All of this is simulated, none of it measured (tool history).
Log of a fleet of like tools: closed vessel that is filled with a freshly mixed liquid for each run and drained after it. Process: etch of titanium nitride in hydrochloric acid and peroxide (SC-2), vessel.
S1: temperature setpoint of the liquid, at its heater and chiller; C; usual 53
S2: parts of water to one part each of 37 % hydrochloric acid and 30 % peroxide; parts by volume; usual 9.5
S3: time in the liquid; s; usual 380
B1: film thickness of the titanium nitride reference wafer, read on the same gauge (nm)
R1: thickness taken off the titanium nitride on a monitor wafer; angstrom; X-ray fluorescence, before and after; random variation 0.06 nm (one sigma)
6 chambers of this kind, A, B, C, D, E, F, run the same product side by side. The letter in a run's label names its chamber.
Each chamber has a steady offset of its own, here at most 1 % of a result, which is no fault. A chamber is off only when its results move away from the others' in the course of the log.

run    day  S1   S2   S3      B1      R1
     0.075  -- chamber B: new drum of peroxide connected
 1B  0.112  53  9.5  380  90.024  171.53
      0.15  -- chamber B: chemicals flow meter replaced
 2E  0.254  53  9.5  380  90.005  172.48
 3A  0.367  53  9.5  380  90.019  174.08
 4D  0.483  53  9.5  380  90.014   172.6
 5F    0.6  53  9.5  515  89.984  235.71
 6C  0.771  53  9.5  515  89.994  233.02
 7E  0.975  53  9.5  515  89.997   233.9
 8A  1.108  53  9.5  515  90.011  238.14
 9D  1.329  53  9.5  515  90.005  234.26
10C  1.508  53  9.5  515  89.992  231.79
11F  1.675  53  9.5  380  90.001  174.27
12B  1.862  47  9.5  555   89.99  169.28
13E  1.971  47  9.5  555      90  168.41
14A  2.175  47  9.5  555  89.986  170.91
15C  2.317  47  9.5  555  90.026  168.45
16B  2.492  47  9.5  555  89.976  169.75
17D    2.6  47  9.5  555  89.984  169.95
18F  2.696  53  9.5  380  89.991  173.07
19E  2.838  53  9.5  380  90.001  172.32
20C  2.967  53  9.5  380  90.001  170.89
21F  3.071  53  9.5  380  89.997  173.96
     3.162  -- chamber C: thermometer replaced
     3.171  -- chamber B: thermometer replaced
22B  3.204  53  9.5  380  90.018  173.81
23D  3.308  53  9.5  380  90.019  171.06
24A  3.529  53  9.5  380  90.012   175.8
25F  3.675  53  9.5  380      90  173.06
26A   3.85  53  9.5  380  89.994  175.09
27D  4.021  53  9.5  380  90.011  170.21
28B  4.167  53  9.5  380  89.989  172.27
29C  4.325  53  5.5  175  89.997  121.04
30E  4.429  53  5.5  175  90.007  122.08
31B  4.592  53  5.5  175  90.013  121.29
32D  4.721  53  5.5  175  90.006  119.66
33A  4.875  53  5.5  175  90.008  124.31
34F  5.054  53  5.5  175  89.996  123.62
35C  5.242  53  9.5  380  89.995  172.06
36E  5.346  53  9.5  380  89.994  171.51
37F  5.529  53  9.5  380  90.008  172.84
38E  5.642  53   12  380  90.004   141.5
39B  5.817  53   12  380  89.994  142.35
40D  5.942  53   12  380  90.017  138.35
41C  6.158  53   12  380  90.008  141.26
42A  6.354  53   12  380   90.01  144.09
43C  6.462  53   12  380  90.008  140.36
44F  6.588  53  9.5  380  89.998  173.71

Next, every chamber runs the same settings. What will each give?
45A  6.75  53  9.5  380       ?
45B  6.75  53  9.5  380       ?
45C  6.75  53  9.5  380       ?
45D  6.75  53  9.5  380       ?
45E  6.75  53  9.5  380       ?
45F  6.75  53  9.5  380       ?

run      R1
45A  175.78
45B  172.52
45C  172.83
45D  168.12
45E  172.24
45F  173.82
